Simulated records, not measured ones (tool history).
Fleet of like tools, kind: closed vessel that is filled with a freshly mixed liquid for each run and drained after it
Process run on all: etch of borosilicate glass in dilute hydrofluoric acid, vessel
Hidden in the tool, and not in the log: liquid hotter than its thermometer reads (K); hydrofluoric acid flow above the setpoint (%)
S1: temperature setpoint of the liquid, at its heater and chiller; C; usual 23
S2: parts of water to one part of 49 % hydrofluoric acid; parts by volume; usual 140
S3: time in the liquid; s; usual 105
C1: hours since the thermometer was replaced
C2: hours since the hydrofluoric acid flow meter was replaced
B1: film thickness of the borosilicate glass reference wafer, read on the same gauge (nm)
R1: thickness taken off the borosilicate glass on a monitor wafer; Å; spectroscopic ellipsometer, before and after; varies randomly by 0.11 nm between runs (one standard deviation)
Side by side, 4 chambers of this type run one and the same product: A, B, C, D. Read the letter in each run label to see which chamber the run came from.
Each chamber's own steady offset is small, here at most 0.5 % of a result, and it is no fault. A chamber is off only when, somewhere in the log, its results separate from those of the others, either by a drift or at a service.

run	hour	S1	S2	S3	C1	C2	B1	R1
1A	6.1	23	140	105	44	1271.1	90.01	184.42
2B	9.9	23	140	105	965.2	255.2	90.017	184.92
3C	12.7	23	140	105	1046.6	559	90.028	182.39
4D	16	23	140	105	432	1565.2	90.026	184.47
5A	21	23	140	105	58.9	1286	90.003	182.67
6D	24.6	23	140	105	440.6	1573.8	90.005	185.68
7C	28.8	23	140	105	1062.7	575.1	90.023	185.68
8B	33.1	26	140	150	988.4	278.4	90.021	294.27
9B	39.5	26	140	150	994.8	284.8	90.002	292.15
10D	44.4	26	140	150	460.4	1593.6	89.997	295.41
11A	47.9	26	140	150	85.8	1312.9	89.982	294.25
12C	53.8	23	140	105	1087.7	600.1	89.99	183.54
13C	59.6	26.5	85	105	1093.5	605.9	90.01	368.48
14D	65.4	26.5	85	105	481.4	1614.6	90.015	379.25
15A	69.5	26.5	85	105	107.4	1334.5	89.993	368.1
16B	76	26.5	85	105	1031.3	321.3	90.006	374.57
17A	79.5	23	95	60	117.4	1344.5	90.016	164.26
18B	82.7	23	95	60	1038	328	90.001	163.9
19D	87.5	23	95	60	503.5	1636.7	89.995	164.81
20C	93.9	23	95	60	1127.8	640.2	90.01	162.43
21B	98.3	23	140	105	1053.6	343.6	90.016	187.24
# hour 98.5: chamber C: hydrofluoric acid flow meter replaced
22D	104.3	23	140	105	520.3	1653.5	89.989	185.21
23C	107.2	23	140	105	1141.1	8.8	89.979	183.06
24A	111.8	23	140	105	149.7	1376.8	90	184.93
25C	116.6	23	140	105	1150.5	18.2	90.021	183.12
26D	121.7	23	140	105	537.7	1670.9	90.005	184.04
27B	125.2	23	140	105	1080.5	370.5	89.99	189.24
28A	129.6	26.5	75	105	167.5	1394.6	89.994	424.57
29A	133.9	26.5	75	105	171.8	1398.9	89.982	419.6
30B	136.9	26.5	75	105	1092.2	382.2	90.009	438.45
31C	141.7	26.5	75	105	1175.6	43.3	90.013	423.07
32D	144.6	23	140	160	560.6	1693.8	89.999	283.81
33A	148	23	140	160	185.9	1413	89.988	280.18
34C	152	23	140	160	1185.9	53.6	89.984	279.07
35D	156.2	23	140	160	572.2	1705.4	89.983	278.88
36B	159.4	23	140	135	1114.7	404.7	89.98	246.43
37B	163.7	23	140	135	1119	409	89.995	250.72
38D	167.7	23	140	135	583.7	1716.9	89.99	239.65

For the next run the whole fleet of 4 chambers uses the same settings. Give each chamber's results:
39A	172.4	23	140	105				?
39B	172.4	23	140	105				?
39C	172.4	23	140	105				?
39D	172.4	23	140	105				?

run	R1
39A	184.15
39B	194.49
39C	181.91
39D	186.34
